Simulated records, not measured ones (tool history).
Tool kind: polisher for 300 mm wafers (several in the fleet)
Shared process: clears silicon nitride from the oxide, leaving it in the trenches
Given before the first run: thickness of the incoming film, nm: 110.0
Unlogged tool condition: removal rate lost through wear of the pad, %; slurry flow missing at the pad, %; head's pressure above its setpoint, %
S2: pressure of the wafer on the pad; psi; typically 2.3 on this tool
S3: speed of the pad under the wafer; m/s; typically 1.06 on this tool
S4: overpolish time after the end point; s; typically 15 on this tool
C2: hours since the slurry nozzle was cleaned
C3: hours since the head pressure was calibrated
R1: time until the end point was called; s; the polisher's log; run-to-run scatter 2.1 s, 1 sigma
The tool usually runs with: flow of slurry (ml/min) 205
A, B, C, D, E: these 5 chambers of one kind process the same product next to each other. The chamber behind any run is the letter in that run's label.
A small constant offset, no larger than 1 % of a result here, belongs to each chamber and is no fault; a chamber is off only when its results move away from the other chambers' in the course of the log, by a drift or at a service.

At hour 1.5: chamber D: head pressure recalibrated.
Run 1A, hour 4.7: usual settings; wafers polished on this pad 97; C2 44.2; C3 1213.5. Result: R1 143.04 s.
Run 2D, hour 8.6: usual settings; wafers polished on this pad 436; C2 383.9; C3 7.2. Result: R1 141.09 s.
Run 3E, hour 14.1: usual settings; wafers polished on this pad 178; C2 480.0; C3 765.4. Result: R1 140.63 s.
Run 4C, hour 16.9: usual settings; wafers polished on this pad 260; C2 557.8; C3 311.7. Result: R1 144.61 s.
Run 5B, hour 20.3: usual settings; wafers polished on this pad 451; C2 441.1; C3 383.1. Result: R1 143.07 s.
Run 6C, hour 24.9: usual settings; wafers polished on this pad 335; C2 565.8; C3 319.7. Result: R1 144.38 s.
Run 7D, hour 29.3: usual settings; wafers polished on this pad 628; C2 404.6; C3 27.9. Result: R1 145.06 s.
At hour 34.7: chamber D: worn pad replaced by a new one.
Run 8B, hour 35.2: usual settings but flow of slurry (ml/min) 150, S3 0.90 m/s; wafers polished on this pad 590; C2 456.0; C3 398.0. Result: R1 178.01 s.
Run 9E, hour 40.8: usual settings but flow of slurry (ml/min) 150, S3 0.90 m/s; wafers polished on this pad 426; C2 506.7; C3 792.1. Result: R1 174.61 s.
Run 10A, hour 46.5: usual settings but flow of slurry (ml/min) 150, S3 0.90 m/s; wafers polished on this pad 486; C2 86.0; C3 1255.3. Result: R1 173.50 s.
Run 11B, hour 50.4: usual settings but flow of slurry (ml/min) 150, S3 0.90 m/s; wafers polished on this pad 731; C2 471.2; C3 413.2. Result: R1 173.04 s.
At hour 50.6: chamber E: worn pad replaced by a new one.
Run 12A, hour 56.2: usual settings but flow of slurry (ml/min) 150, S3 0.90 m/s; wafers polished on this pad 576; C2 95.7; C3 1265.0. Result: R1 172.07 s.
At hour 56.5: chamber B: worn pad replaced by a new one.
At hour 61.6: chamber C: worn pad replaced by a new one.
Run 13E, hour 62.5: usual settings; wafers polished on this pad 111; C2 528.4; C3 813.8. Result: R1 144.61 s.
Run 14D, hour 68.5: usual settings; wafers polished on this pad 314; C2 443.8; C3 67.1. Result: R1 144.58 s.
Run 15C, hour 74.0: usual settings; wafers polished on this pad 116; C2 614.9; C3 368.8. Result: R1 143.28 s.
At hour 75.3: chamber A: worn pad replaced by a new one.
Run 16B, hour 80.4: usual settings; wafers polished on this pad 222; C2 501.2; C3 443.2. Result: R1 142.51 s.
Run 17D, hour 86.1: usual settings; wafers polished on this pad 477; C2 461.4; C3 84.7. Result: R1 141.05 s.
Run 18A, hour 89.5: usual settings; wafers polished on this pad 132; C2 129.0; C3 1298.3. Result: R1 140.84 s.
Run 19C, hour 93.0: usual settings; wafers polished on this pad 292; C2 633.9; C3 387.8. Result: R1 146.47 s.
Run 20E, hour 97.4: usual settings; wafers polished on this pad 435; C2 563.3; C3 848.7. Result: R1 137.57 s.
Run 21C, hour 102.1: usual settings; wafers polished on this pad 377; C2 643.0; C3 396.9. Result: R1 142.44 s.
Run 22E, hour 106.3: usual settings; wafers polished on this pad 518; C2 572.2; C3 857.6. Result: R1 142.58 s.
At hour 110.4: chamber D: worn pad replaced by a new one.
At hour 111.6: chamber E: worn pad replaced by a new one.
Run 23B, hour 112.0: usual settings; wafers polished on this pad 516; C2 532.8; C3 474.8. Result: R1 143.68 s.
Run 24D, hour 114.9: usual settings; wafers polished on this pad 42; C2 490.2; C3 113.5. Result: R1 144.95 s.
At hour 119.5: chamber E: slurry nozzle cleaned.
Run 25A, hour 120.2: usual settings but S2 3.0 psi; wafers polished on this pad 417; C2 159.7; C3 1329.0. Result: R1 107.51 s.
Run 26B, hour 124.7: usual settings but S2 3.0 psi; wafers polished on this pad 634; C2 545.5; C3 487.5. Result: R1 110.29 s.
At hour 126.0: chamber B: slurry nozzle cleaned.
Run 27E, hour 130.1: usual settings but S2 3.0 psi; wafers polished on this pad 172; C2 10.7; C3 881.4. Result: R1 109.40 s.
Run 28C, hour 134.8: usual settings but S2 3.0 psi; wafers polished on this pad 681; C2 675.7; C3 429.6. Result: R1 109.28 s.
Run 29A, hour 137.8: usual settings but S2 3.0 psi; wafers polished on this pad 581; C2 177.3; C3 1346.6. Result: R1 108.21 s.
At hour 138.3: chamber C: worn pad replaced by a new one.
At hour 140.6: chamber C: slurry nozzle cleaned.
Run 30D, hour 141.8: usual settings; wafers polished on this pad 292; C2 517.1; C3 140.4. Result: R1 144.09 s.
Run 31B, hour 144.8: usual settings; wafers polished on this pad 821; C2 18.9; C3 507.6. Result: R1 140.28 s.
Run 32E, hour 149.2: usual settings; wafers polished on this pad 349; C2 29.8; C3 900.5. Result: R1 141.18 s.
Run 33A, hour 154.1: usual settings; wafers polished on this pad 732; C2 193.6; C3 1362.9. Result: R1 141.98 s.
Run 34D, hour 156.8: usual settings; wafers polished on this pad 431; C2 532.1; C3 155.4. Result: R1 142.00 s.
Run 35C, hour 160.4: usual settings; wafers polished on this pad 205; C2 19.9; C3 455.2. Result: R1 139.47 s.

Has any chamber moved away from the others, gradually or after a service, or does the common gauge drift, or do the chambers differ only by their own small steady offsets? State the chamber and the most likely cause if one applies.

The fleet is healthy, with each chamber sitting at its usual small offset and no drift in the gauge.
